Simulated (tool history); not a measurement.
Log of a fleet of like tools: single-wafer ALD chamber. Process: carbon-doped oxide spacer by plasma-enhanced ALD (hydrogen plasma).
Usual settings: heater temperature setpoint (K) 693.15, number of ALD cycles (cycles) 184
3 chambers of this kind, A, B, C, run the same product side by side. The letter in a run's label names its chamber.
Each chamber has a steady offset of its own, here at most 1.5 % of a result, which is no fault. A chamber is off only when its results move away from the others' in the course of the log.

| run | hour | heater temperature setpoint (K) | number of ALD cycles (cycles) | hours since the last thermocouple change | read-back reference wafer on the same gauge, thickness_nm | mean film thickness on the monitor wafer (nm) |
|---|---|---|---|---|---|---|
| 1C | 8.4 | 693.15 | 184 | 162.4 | 7.989 | 8.6958 |
| 2B | 19.2 | 693.15 | 184 | 1742.1 | 7.9881 | 8.5376 |
| 3A | 27.8 | 693.15 | 184 | 333.3 | 7.9962 | 8.5396 |
| 4B | 38.7 | 693.15 | 184 | 1761.6 | 7.9877 | 8.6081 |
| 5A | 44.1 | 693.15 | 184 | 349.6 | 7.9854 | 8.5207 |
| 6C | 49.4 | 693.15 | 184 | 203.4 | 7.9875 | 8.63 |
| 7A | 55.1 | 684.15 | 200 | 360.6 | 7.9966 | 9.5857 |
| 8C | 65.8 | 684.15 | 200 | 219.8 | 7.994 | 9.6796 |
| 9B | 74.9 | 684.15 | 200 | 1797.8 | 7.9911 | 9.6267 |
| 10B | 84.3 | 693.15 | 184 | 1807.2 | 7.9891 | 8.6121 |
| 11C | 92.1 | 693.15 | 184 | 246.1 | 7.9889 | 8.5814 |
| 12A | 102.7 | 693.15 | 184 | 408.2 | 7.9939 | 8.5641 |
| 13B | 111.5 | 693.15 | 184 | 1834.4 | 7.9838 | 8.579 |
| 14A | 122.1 | 693.15 | 184 | 427.6 | 7.9911 | 8.5238 |
| 15C | 128.2 | 705.15 | 184 | 282.2 | 7.9873 | 8.2857 |
| 16B | 138.2 | 705.15 | 184 | 1861.1 | 7.9967 | 8.2306 |
| 17C | 145.5 | 705.15 | 184 | 299.5 | 7.9916 | 8.3006 |
| 18A | 150.2 | 685.15 | 148 | 455.7 | 7.9903 | 7.0676 |
| 19B | 158.7 | 685.15 | 148 | 1881.6 | 7.9861 | 7.1067 |
| 20C | 164.5 | 685.15 | 148 | 318.5 | 7.9882 | 7.1224 |
| 21A | 175 | 693.15 | 184 | 480.5 | 7.9931 | 8.5569 |
| 22A | 181.7 | 693.15 | 184 | 487.2 | 7.9832 | 8.5566 |
| 23C | 190.8 | 693.15 | 184 | 344.8 | 7.9846 | 8.6519 |
| 24B | 201.5 | 693.15 | 184 | 1924.4 | 7.9894 | 8.5607 |
| 25C | 207.8 | 693.15 | 184 | 361.8 | 7.9847 | 8.6451 |
| 26A | 216.8 | 693.15 | 184 | 522.3 | 7.9875 | 8.5701 |
| 27B | 222.9 | 693.15 | 184 | 1945.8 | 7.9918 | 8.5342 |
| 28C | 228.2 | 693.15 | 184 | 382.2 | 7.9891 | 8.652 |
| 29B | 234.7 | 693.15 | 184 | 1957.6 | 7.9856 | 8.5542 |
| 30A | 243.8 | 705.15 | 184 | 549.3 | 7.9864 | 8.2409 |
| 31C | 254.5 | 705.15 | 184 | 408.5 | 7.9937 | 8.3395 |

Next, every chamber runs the same settings. What will each give?
| 32A | 262.2 | 705.15 | 184 |  |  | ? |
| 32B | 262.2 | 705.15 | 184 |  |  | ? |
| 32C | 262.2 | 705.15 | 184 |  |  | ? |

| run | mean film thickness on the monitor wafer (nm) |
|---|---|
| 32A | 8.2342 |
| 32B | 8.2796 |
| 32C | 8.3139 |
